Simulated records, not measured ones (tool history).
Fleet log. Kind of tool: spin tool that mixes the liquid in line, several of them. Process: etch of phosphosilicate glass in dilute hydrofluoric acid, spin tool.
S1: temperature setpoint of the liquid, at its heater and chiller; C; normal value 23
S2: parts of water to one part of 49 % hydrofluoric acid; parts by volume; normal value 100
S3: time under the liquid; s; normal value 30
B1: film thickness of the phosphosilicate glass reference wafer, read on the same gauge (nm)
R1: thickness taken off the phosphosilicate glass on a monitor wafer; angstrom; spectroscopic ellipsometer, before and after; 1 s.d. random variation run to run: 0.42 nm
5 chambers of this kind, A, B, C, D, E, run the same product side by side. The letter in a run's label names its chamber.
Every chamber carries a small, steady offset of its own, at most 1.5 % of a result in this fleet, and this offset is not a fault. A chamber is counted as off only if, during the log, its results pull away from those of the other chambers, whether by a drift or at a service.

run	day	S1	S2	S3	B1	R1
1B	0.296	23	100	30	90.012	571.93
2C	0.475	23	100	30	90.009	561.48
3A	0.767	23	100	30	89.966	582.16
4E	0.971	23	100	30	90.008	582.48
5D	1.2	23	100	30	89.989	577.71
6C	1.512	23	100	30	90.016	571.87
7D	1.683	23	100	30	90.015	577.93
8B	1.979	23	100	30	89.991	574.41
9A	2.204	23	100	30	89.992	576.93
10E	2.546	23	100	30	90.013	574.5
11C	2.846	23	100	30	89.999	570.06
12A	3.112	23	100	30	90.028	584.58
13E	3.358	23	100	30	90.006	574.77
14B	3.621	23	100	30	90.016	580.61
15D	3.862	23	100	30	90.047	569.78
16E	4.104	23	100	30	90.009	582.78
17B	4.288	23	100	30	89.993	588.98
18D	4.608	23	100	30	89.979	575.34
19A	4.821	23	100	30	89.992	581.09
20C	5.133	23	100	30	90.02	571.68
21C	5.425	23	100	30	89.995	570.22
22B	5.579	23	100	30	90.006	605.07
23E	5.771	23	100	30	90.003	579.95
24A	6.117	23	100	30	90.005	584.56
# day 6.254: chamber A: hydrofluoric acid flow meter replaced
25D	6.429	23	100	30	90.015	567.32
26A	6.646	23	100	30	90.016	571.34
27E	6.962	23	100	30	89.964	580.58
28C	7.179	23	100	25	90.003	475.97
29B	7.35	23	100	25	90.022	502.36
30D	7.617	23	100	25	90.044	478.95
31B	7.954	23	100	25	89.994	508.32
32E	8.212	23	100	25	90.003	479.58
33D	8.442	23	100	30	90.018	575.79
34C	8.688	23	100	30	89.984	567.06
35A	8.917	23	100	30	89.95	578.99
36E	9.071	23	100	30	90.014	573.43

Is one chamber out of step, is the gauge drifting, or do the chambers differ by no more than their own small offsets? For an off chamber, give its letter and the likeliest cause.

Chamber B drifts away from the others.
What lies behind it: hydrofluoric acid flow above the setpoint (%) = 7.37.
The log might look much the same if the cause were instead: liquid hotter than its thermometer reads (K).

Chamber B could run next with any of the 4 candidate recipes listed below; each alters the usual settings, and their results appear as question marks. Which one brings its results back in line with what the other chambers deliver on the usual settings?
Allowed miss from the other chambers' usual-settings mean, per result, to count as in line: R1 15 angstrom
37B-1	9.321	22.5	105	30		?
37B-2	9.321	25	100	30		?
37B-3	9.321	23.5	100	30		?
37B-4	9.321	22.5	100	30		?

What the other chambers average on the usual settings: R1 576.02 angstrom
run	R1
37B-1	579.05
37B-2	675.21
37B-3	636.38
37B-4	611.55
The right change is 37B-1: it brings the chamber back within the allowed miss of the others.

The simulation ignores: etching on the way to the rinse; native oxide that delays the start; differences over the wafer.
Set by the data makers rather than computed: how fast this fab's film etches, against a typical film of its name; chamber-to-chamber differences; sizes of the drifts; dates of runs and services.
